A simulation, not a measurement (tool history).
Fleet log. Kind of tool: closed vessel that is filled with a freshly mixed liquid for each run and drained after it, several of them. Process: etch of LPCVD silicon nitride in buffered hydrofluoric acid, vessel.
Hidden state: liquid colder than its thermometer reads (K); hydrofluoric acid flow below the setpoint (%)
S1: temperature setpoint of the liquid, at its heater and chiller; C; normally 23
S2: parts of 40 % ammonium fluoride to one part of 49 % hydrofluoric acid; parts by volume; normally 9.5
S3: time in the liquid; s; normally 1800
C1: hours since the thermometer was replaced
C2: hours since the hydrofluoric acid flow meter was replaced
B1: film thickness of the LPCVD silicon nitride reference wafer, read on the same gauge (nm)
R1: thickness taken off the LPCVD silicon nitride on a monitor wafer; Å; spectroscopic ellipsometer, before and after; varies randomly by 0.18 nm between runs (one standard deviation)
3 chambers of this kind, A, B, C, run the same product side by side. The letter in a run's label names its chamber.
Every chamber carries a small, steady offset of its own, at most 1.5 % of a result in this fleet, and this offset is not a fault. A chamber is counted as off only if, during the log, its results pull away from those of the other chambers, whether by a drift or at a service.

run	hour	S1	S2	S3	C1	C2	B1	R1
1A	10.3	23	9.5	1800	991.3	253.1	140.01	253.69
2C	16.8	23	9.5	1800	2009.2	35.4	140	255.4
3B	26.9	23	9.5	1800	752.2	697.8	140	256.06
4A	36	23	9.5	1800	1017	278.8	140	254.04
5C	43.9	23	9.5	1800	2036.3	62.5	140.01	255.85
6B	50.3	23	9.5	1800	775.6	721.2	139.98	254.09
7A	60.4	23	9.5	1800	1041.4	303.2	140.02	254.38
8B	65.5	24.5	12	1800	790.8	736.4	139.98	222.26
9C	73.9	24.5	12	1800	2066.3	92.5	140	226.16
10A	79.8	24.5	12	1800	1060.8	322.6	140.01	220.66
11B	85.4	23	9.5	1800	810.7	756.3	140	251.43
12C	95.6	23	11.5	1195	2088	114.2	140.01	144.15
# hour 95.7: chamber C: thermometer replaced
13A	103.2	23	11.5	1195	1084.2	346	139.97	141.94
14C	109	23	11.5	1195	13.3	127.6	140.02	145.46
15B	113.9	23	6.5	1800	839.2	784.8	140.02	357.53
16A	119.7	23	6.5	1800	1100.7	362.5	140	369.01
17B	127.9	23	6.5	1800	853.2	798.8	139.98	354.11
18C	137.9	23	9.5	1800	42.2	156.5	139.95	260.68
19C	147.7	23	9.5	1800	52	166.3	139.99	256.36
20A	157.6	23	9.5	1800	1138.6	400.4	139.99	251.04
21B	163.8	23	9.5	1800	889.1	834.7	139.99	242.44
22B	171.4	23	9.5	1800	896.7	842.3	140.02	245.4
23A	177.4	23	9.5	1800	1158.4	420.2	140.01	252.75
24C	185.7	19	9.5	1800	90	204.3	139.97	205.05
25B	193.9	19	9.5	1800	919.2	864.8	139.98	192.87
26C	198.8	19	9.5	1800	103.1	217.4	139.99	206.75
27A	207	23	9.5	1800	1188	449.8	140	253.53
28C	217.2	23	9.5	1800	121.5	235.8	140	254.18
29A	222.6	23	9.5	1800	1203.6	465.4	140.03	253.15
30B	227.2	23	9.5	1800	952.5	898.1	139.97	242.68
31B	235.2	23	9.5	2120	960.5	906.1	140	285.04
32A	240.9	23	9.5	2120	1221.9	483.7	139.96	298.47
33C	249.1	23	9.5	2120	153.4	267.7	140	303.85
34C	257.5	23	9.5	1800	161.8	276.1	140	259.85
35B	262.4	23	9.5	1800	987.7	933.3	140	239.95
36A	271.4	23	9.5	1800	1252.4	514.2	139.99	255.89
37C	278.4	23	9.5	1800	182.7	297	139.99	255.37
38B	288.4	23	9.5	1800	1013.7	959.3	139.98	234.51
39A	293.6	23	11.5	1250	1274.6	536.4	140.02	147.57
40B	303.5	23	11.5	1250	1028.8	974.4	139.99	138.17
41C	312.3	23	11.5	1250	216.6	330.9	140.01	150.44
42A	318.8	23	5.5	1800	1299.8	561.6	139.98	423.6
43C	327.1	23	5.5	1800	231.4	345.7	140.02	418.43

Next, all 3 chambers run the settings below, one line each with question marks for the results. What does each chamber give?
44A	334.5	23	6	1800				?
44B	334.5	23	6	1800				?
44C	334.5	23	6	1800				?

run	R1
44A	389.8
44B	362.57
44C	394.34
